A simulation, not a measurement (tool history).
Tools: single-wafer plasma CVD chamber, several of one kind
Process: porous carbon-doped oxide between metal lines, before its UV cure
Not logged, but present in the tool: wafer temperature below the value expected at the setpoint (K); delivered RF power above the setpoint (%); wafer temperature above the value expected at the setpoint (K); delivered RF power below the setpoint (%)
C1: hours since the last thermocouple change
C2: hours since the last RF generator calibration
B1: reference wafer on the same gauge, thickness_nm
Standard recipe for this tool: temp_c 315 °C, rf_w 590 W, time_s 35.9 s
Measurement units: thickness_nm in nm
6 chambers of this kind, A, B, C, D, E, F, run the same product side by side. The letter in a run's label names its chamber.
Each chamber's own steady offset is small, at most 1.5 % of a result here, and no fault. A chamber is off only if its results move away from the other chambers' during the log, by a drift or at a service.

{"run": "1A", "hour": 2.6, "temp_c": 315, "rf_w": 590, "time_s": 35.9, "C1": 1844, "C2": 421.8, "B1": 170, "thickness_nm": 195.98}
{"run": "2D", "hour": 7.4, "temp_c": 315, "rf_w": 590, "time_s": 35.9, "C1": 677.5, "C2": 1049.9, "B1": 169.92, "thickness_nm": 199.47}
{"run": "3E", "hour": 10.8, "temp_c": 315, "rf_w": 590, "time_s": 35.9, "C1": 750.4, "C2": 11.1, "B1": 169.83, "thickness_nm": 196.55}
{"run": "4C", "hour": 15.1, "temp_c": 315, "rf_w": 590, "time_s": 35.9, "C1": 513.8, "C2": 248.6, "B1": 169.92, "thickness_nm": 198.93}
{"run": "5F", "hour": 20.2, "temp_c": 315, "rf_w": 590, "time_s": 35.9, "C1": 208.9, "C2": 291.5, "B1": 170.03, "thickness_nm": 197.24}
{"run": "6B", "hour": 24.5, "temp_c": 315, "rf_w": 590, "time_s": 35.9, "C1": 90.1, "C2": 1995.8, "B1": 170.19, "thickness_nm": 199.5}
{"run": "7C", "hour": 28.3, "temp_c": 315, "rf_w": 590, "time_s": 35.9, "C1": 527, "C2": 261.8, "B1": 169.92, "thickness_nm": 197.78}
{"run": "8D", "hour": 33.3, "temp_c": 315, "rf_w": 590, "time_s": 30, "C1": 703.4, "C2": 1075.8, "B1": 170.21, "thickness_nm": 167.41}
{"run": "9A", "hour": 37.7, "temp_c": 315, "rf_w": 590, "time_s": 30, "C1": 1879.1, "C2": 456.9, "B1": 169.9, "thickness_nm": 164.31}
{"run": "10E", "hour": 40.7, "temp_c": 315, "rf_w": 590, "time_s": 30, "C1": 780.3, "C2": 41, "B1": 169.91, "thickness_nm": 165.29}
{"run": "11F", "hour": 45.2, "temp_c": 315, "rf_w": 590, "time_s": 30, "C1": 233.9, "C2": 316.5, "B1": 170.02, "thickness_nm": 166.48}
{"run": "12B", "hour": 49.6, "temp_c": 315, "rf_w": 590, "time_s": 30, "C1": 115.2, "C2": 2020.9, "B1": 169.95, "thickness_nm": 166.51}
{"run": "13A", "hour": 54.6, "temp_c": 315, "rf_w": 590, "time_s": 30, "C1": 1896, "C2": 473.8, "B1": 169.95, "thickness_nm": 163.16}
{"run": "14B", "hour": 58.9, "temp_c": 315, "rf_w": 590, "time_s": 35.9, "C1": 124.5, "C2": 2030.2, "B1": 170, "thickness_nm": 199.2}
{"run": "15F", "hour": 62.1, "temp_c": 315, "rf_w": 590, "time_s": 35.9, "C1": 250.8, "C2": 333.4, "B1": 170.03, "thickness_nm": 195.3}
{"run": "16C", "hour": 65.3, "temp_c": 315, "rf_w": 590, "time_s": 35.9, "C1": 564, "C2": 298.8, "B1": 169.95, "thickness_nm": 198.06}
{"run": "17D", "hour": 68.9, "temp_c": 315, "rf_w": 590, "time_s": 35.9, "C1": 739, "C2": 1111.4, "B1": 170.16, "thickness_nm": 198.59}
{"run": "18E", "hour": 73.3, "temp_c": 315, "rf_w": 590, "time_s": 35.9, "C1": 812.9, "C2": 73.6, "B1": 169.92, "thickness_nm": 195.95}
{"run": "19E", "hour": 78.3, "temp_c": 304, "rf_w": 590, "time_s": 35.9, "C1": 817.9, "C2": 78.6, "B1": 170.15, "thickness_nm": 208.22}
{"run": "20D", "hour": 82.7, "temp_c": 304, "rf_w": 590, "time_s": 35.9, "C1": 752.8, "C2": 1125.2, "B1": 169.96, "thickness_nm": 208.34}
{"run": "21B", "hour": 86.8, "temp_c": 304, "rf_w": 590, "time_s": 35.9, "C1": 152.4, "C2": 2058.1, "B1": 169.94, "thickness_nm": 210.99}
{"run": "22A", "hour": 92.0, "temp_c": 304, "rf_w": 590, "time_s": 35.9, "C1": 1933.4, "C2": 511.2, "B1": 170.13, "thickness_nm": 207.25}
{"run": "23C", "hour": 95.7, "temp_c": 304, "rf_w": 590, "time_s": 35.9, "C1": 594.4, "C2": 329.2, "B1": 169.8, "thickness_nm": 208.96}
{"run": "24F", "hour": 100.6, "temp_c": 304, "rf_w": 590, "time_s": 35.9, "C1": 289.3, "C2": 371.9, "B1": 169.98, "thickness_nm": 209.18}
{"run": "25F", "hour": 105.4, "temp_c": 315, "rf_w": 590, "time_s": 35.9, "C1": 294.1, "C2": 376.7, "B1": 170, "thickness_nm": 196.88}
{"run": "26B", "hour": 109.9, "temp_c": 325, "rf_w": 590, "time_s": 31.4, "C1": 175.5, "C2": 2081.2, "B1": 169.99, "thickness_nm": 166.69}
{"run": "27E", "hour": 114.1, "temp_c": 325, "rf_w": 590, "time_s": 31.4, "C1": 853.7, "C2": 114.4, "B1": 170.1, "thickness_nm": 165.26}
{"run": "28D", "hour": 118.2, "temp_c": 325, "rf_w": 590, "time_s": 31.4, "C1": 788.3, "C2": 1160.7, "B1": 170.03, "thickness_nm": 161.34}
{"run": "29C", "hour": 121.1, "temp_c": 325, "rf_w": 590, "time_s": 31.4, "C1": 619.8, "C2": 354.6, "B1": 170.03, "thickness_nm": 165.3}
{"run": "30A", "hour": 123.4, "temp_c": 325, "rf_w": 590, "time_s": 31.4, "C1": 1964.8, "C2": 542.6, "B1": 169.83, "thickness_nm": 163.2}
{"run": "31A", "hour": 126.0, "temp_c": 325, "rf_w": 590, "time_s": 31.4, "C1": 1967.4, "C2": 545.2, "B1": 170.04, "thickness_nm": 164.18}
{"run": "32E", "hour": 130.0, "temp_c": 321, "rf_w": 590, "time_s": 35.9, "C1": 869.6, "C2": 130.3, "B1": 170.05, "thickness_nm": 192.53}
{"run": "33C", "hour": 133.6, "temp_c": 321, "rf_w": 590, "time_s": 35.9, "C1": 632.3, "C2": 367.1, "B1": 170.1, "thickness_nm": 193}
{"run": "34B", "hour": 138.5, "temp_c": 321, "rf_w": 590, "time_s": 35.9, "C1": 204.1, "C2": 2109.8, "B1": 170.06, "thickness_nm": 193.99}
{"run": "35F", "hour": 141.4, "temp_c": 321, "rf_w": 590, "time_s": 35.9, "C1": 330.1, "C2": 412.7, "B1": 170.01, "thickness_nm": 191.01}
{"run": "36D", "hour": 145.8, "temp_c": 321, "rf_w": 590, "time_s": 35.9, "C1": 815.9, "C2": 1188.3, "B1": 170.06, "thickness_nm": 185.49}
{"run": "37E", "hour": 149.9, "temp_c": 321, "rf_w": 590, "time_s": 35.9, "C1": 889.5, "C2": 150.2, "B1": 170, "thickness_nm": 191.05}
{"run": "38B", "hour": 153.2, "temp_c": 315, "rf_w": 590, "time_s": 35.9, "C1": 218.8, "C2": 2124.5, "B1": 170.09, "thickness_nm": 199.67}
{"run": "39F", "hour": 157.3, "temp_c": 315, "rf_w": 590, "time_s": 35.9, "C1": 346, "C2": 428.6, "B1": 170.08, "thickness_nm": 197.07}
{"run": "40D", "hour": 162.4, "temp_c": 315, "rf_w": 590, "time_s": 35.9, "C1": 832.5, "C2": 1204.9, "B1": 170.16, "thickness_nm": 187.77}
{"run": "41A", "hour": 167.1, "temp_c": 315, "rf_w": 590, "time_s": 35.9, "C1": 2008.5, "C2": 586.3, "B1": 170.16, "thickness_nm": 196.16}
{"run": "42C", "hour": 172.3, "temp_c": 315, "rf_w": 590, "time_s": 35.9, "C1": 671, "C2": 405.8, "B1": 169.96, "thickness_nm": 197.18}
{"run": "43C", "hour": 177.0, "temp_c": 315, "rf_w": 590, "time_s": 35.9, "C1": 675.7, "C2": 410.5, "B1": 169.89, "thickness_nm": 197.73}
{"run": "44B", "hour": 182.0, "temp_c": 315, "rf_w": 590, "time_s": 35.9, "C1": 247.6, "C2": 2153.3, "B1": 169.94, "thickness_nm": 198.58}

Which is it: a chamber that has drifted or been left off by a service, a gauge drift common to all chambers, or only each chamber's usual small offset? If a chamber is off, name it and its likeliest cause.

One chamber, D, drifts off from the rest bit by bit.
Most likely cause: delivered RF power below the setpoint (%) = 7.93.

Below are 4 candidate recipes for chamber D's next run, each the usual settings with a change, their results shown as question marks. Which of them brings D's results back in line with what the other chambers give on the usual settings?
In line means no further than this from the other chambers' mean on the usual settings: thickness_nm 2.7 nm
{"run": "45D-1", "hour": 185.9, "temp_c": 316, "rf_w": 575, "time_s": 34.8, "thickness_nm": "?"}
{"run": "45D-2", "hour": 185.9, "temp_c": 331, "rf_w": 590, "time_s": 35.9, "thickness_nm": "?"}
{"run": "45D-3", "hour": 185.9, "temp_c": 311, "rf_w": 645, "time_s": 35.9, "thickness_nm": "?"}
{"run": "45D-4", "hour": 185.9, "temp_c": 314, "rf_w": 590, "time_s": 37.5, "thickness_nm": "?"}

The mean the other chambers reach with the usual settings: thickness_nm 197.42 nm
run=45D-1 thickness_nm=178.6
run=45D-2 thickness_nm=174.06
run=45D-3 thickness_nm=203.94
run=45D-4 thickness_nm=197.47
45D-4 is the one that brings the chamber's results back in line with the other chambers.

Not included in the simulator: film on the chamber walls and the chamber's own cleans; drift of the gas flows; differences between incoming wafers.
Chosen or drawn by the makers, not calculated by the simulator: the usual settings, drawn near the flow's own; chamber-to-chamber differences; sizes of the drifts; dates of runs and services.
